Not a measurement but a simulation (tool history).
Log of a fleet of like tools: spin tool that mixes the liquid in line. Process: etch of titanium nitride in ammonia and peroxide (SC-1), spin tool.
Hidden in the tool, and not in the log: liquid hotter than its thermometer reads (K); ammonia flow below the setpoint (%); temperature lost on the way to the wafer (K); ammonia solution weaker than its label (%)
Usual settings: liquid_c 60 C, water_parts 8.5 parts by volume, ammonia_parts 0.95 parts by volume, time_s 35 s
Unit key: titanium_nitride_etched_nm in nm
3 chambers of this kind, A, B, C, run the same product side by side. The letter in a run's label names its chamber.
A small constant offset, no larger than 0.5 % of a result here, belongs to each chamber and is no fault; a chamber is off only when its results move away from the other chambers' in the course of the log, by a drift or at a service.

| run | day | liquid_c | water_parts | ammonia_parts | time_s | hours since the thermometer was replaced | hours since the ammonia flow meter was replaced | hours since the heated supply line was repaired | hours since the drum of ammonia solution was connected | read-back film thickness of the titanium nitride reference wafer, read on the same gauge (nm) | titanium_nitride_etched_nm |
|---|---|---|---|---|---|---|---|---|---|---|---|
| 1C | 0.188 | 60 | 8.5 | 0.95 | 35 | 2702.6 | 18.4 | 903.7 | 571.1 | 119.97 | 5.6556 |
| 2A | 0.45 | 60 | 8.5 | 0.95 | 35 | 505.6 | 434.7 | 1029.9 | 344.9 | 120.03 | 5.6446 |
| 3B | 0.604 | 60 | 8.5 | 0.95 | 35 | 1281.7 | 788.6 | 735.8 | 89.1 | 119.98 | 5.746 |
| 4C | 0.8 | 60 | 8.5 | 0.95 | 35 | 2717.3 | 33.1 | 918.4 | 585.8 | 119.97 | 5.6075 |
| 5A | 0.996 | 60 | 8.5 | 0.95 | 35 | 518.7 | 447.8 | 1043 | 358 | 119.99 | 5.71 |
| 6B | 1.208 | 60 | 8.5 | 0.95 | 35 | 1296.2 | 803.1 | 750.3 | 103.6 | 120.03 | 5.6579 |
| 7C | 1.525 | 60 | 8.5 | 0.95 | 35 | 2734.7 | 50.5 | 935.8 | 603.2 | 119.97 | 5.6394 |
| 8B | 1.829 | 60 | 8.5 | 0.95 | 35 | 1311.1 | 818 | 765.2 | 118.5 | 120.03 | 5.7188 |
| 9A | 2.017 | 60 | 8.5 | 0.95 | 35 | 543.2 | 472.3 | 1067.5 | 382.5 | 120.02 | 5.6359 |
| 10C | 2.158 | 60 | 8.5 | 0.95 | 35 | 2749.9 | 65.7 | 951 | 618.4 | 120 | 5.6919 |
| 11B | 2.425 | 60 | 8.5 | 0.5 | 35 | 1325.4 | 832.3 | 779.5 | 132.8 | 119.98 | 5.2619 |
| 12A | 2.717 | 60 | 8.5 | 0.5 | 35 | 560 | 489.1 | 1084.3 | 399.3 | 120 | 4.946 |
| 13C | 2.917 | 60 | 8.5 | 0.5 | 35 | 2768.1 | 83.9 | 969.2 | 636.6 | 120.01 | 5.1081 |
| 14B | 3.212 | 60 | 6.5 | 0.65 | 35 | 1344.3 | 851.2 | 798.4 | 151.7 | 119.99 | 6.1769 |
| 15A | 3.488 | 60 | 6.5 | 0.65 | 35 | 578.5 | 507.6 | 1102.8 | 417.8 | 119.95 | 5.822 |
| 16B | 3.762 | 60 | 6.5 | 0.65 | 35 | 1357.5 | 864.4 | 811.6 | 164.9 | 119.98 | 6.2232 |
| 17A | 3.996 | 60 | 8.5 | 0.95 | 35 | 590.7 | 519.8 | 1115 | 430 | 119.95 | 5.345 |
| 18C | 4.15 | 60 | 8.5 | 0.95 | 35 | 2797.7 | 113.5 | 998.8 | 666.2 | 120.02 | 5.6421 |
| 19C | 4.362 | 65 | 6 | 0.95 | 35 | 2802.8 | 118.6 | 1003.9 | 671.3 | 119.97 | 9.1185 |
|  | 4.446 | chamber C: new drum of ammonia solution connected |
| 20B | 4.529 | 65 | 6 | 0.95 | 35 | 1375.9 | 882.8 | 830 | 183.3 | 120 | 9.3724 |
| 21A | 4.8 | 65 | 6 | 0.95 | 35 | 610 | 539.1 | 1134.3 | 449.3 | 119.97 | 8.5561 |
|  | 4.958 | chamber C: thermometer replaced |
| 22A | 5.008 | 60 | 8.5 | 0.95 | 35 | 615 | 544.1 | 1139.3 | 454.3 | 120.01 | 5.2122 |
| 23C | 5.233 | 60 | 8.5 | 0.95 | 35 | 6.7 | 139.5 | 1024.8 | 19 | 120.02 | 5.6841 |
| 24B | 5.475 | 60 | 8.5 | 0.95 | 35 | 1398.6 | 905.5 | 852.7 | 206 | 120.03 | 5.7868 |
| 25B | 5.721 | 60 | 8.5 | 0.95 | 35 | 1404.5 | 911.4 | 858.6 | 211.9 | 119.99 | 5.8272 |

Decide between three cases: one chamber stands off from its peers, the gauge reading all wafers drifts, or nothing is wrong past each chamber's small offset. Where a chamber is off, say which and what most likely put it there.

It is chamber A that slowly wanders off from its peers.
Cause: temperature lost on the way to the wafer (K) = 1.76.
From this log alone, it may not be told apart from: liquid colder than its thermometer reads (K).

Chamber A could run next with any of the 4 candidate recipes listed below; each alters the usual settings, and their results appear as question marks. Which one brings its results back in line with what the other chambers deliver on the usual settings?
To be in line, a result may differ from the other chambers' mean on the usual settings by at most: titanium_nitride_etched_nm 0.17 nm
| 26A-1 | 5.95 | 60 | 13.5 | 0.95 | 35 |  |  |  |  |  | ? |
| 26A-2 | 5.95 | 62 | 8.5 | 0.95 | 35 |  |  |  |  |  | ? |
| 26A-3 | 5.95 | 63 | 8 | 0.95 | 35 |  |  |  |  |  | ? |
| 26A-4 | 5.95 | 58 | 8.5 | 0.95 | 35 |  |  |  |  |  | ? |

The mean the other chambers reach with the usual settings: titanium_nitride_etched_nm 5.7167 nm
| run | titanium_nitride_etched_nm |
|---|---|
| 26A-1 | 4.0112 |
| 26A-2 | 5.7913 |
| 26A-3 | 6.3652 |
| 26A-4 | 4.4607 |
26A-2 is the one that brings the chamber's results back in line with the other chambers.

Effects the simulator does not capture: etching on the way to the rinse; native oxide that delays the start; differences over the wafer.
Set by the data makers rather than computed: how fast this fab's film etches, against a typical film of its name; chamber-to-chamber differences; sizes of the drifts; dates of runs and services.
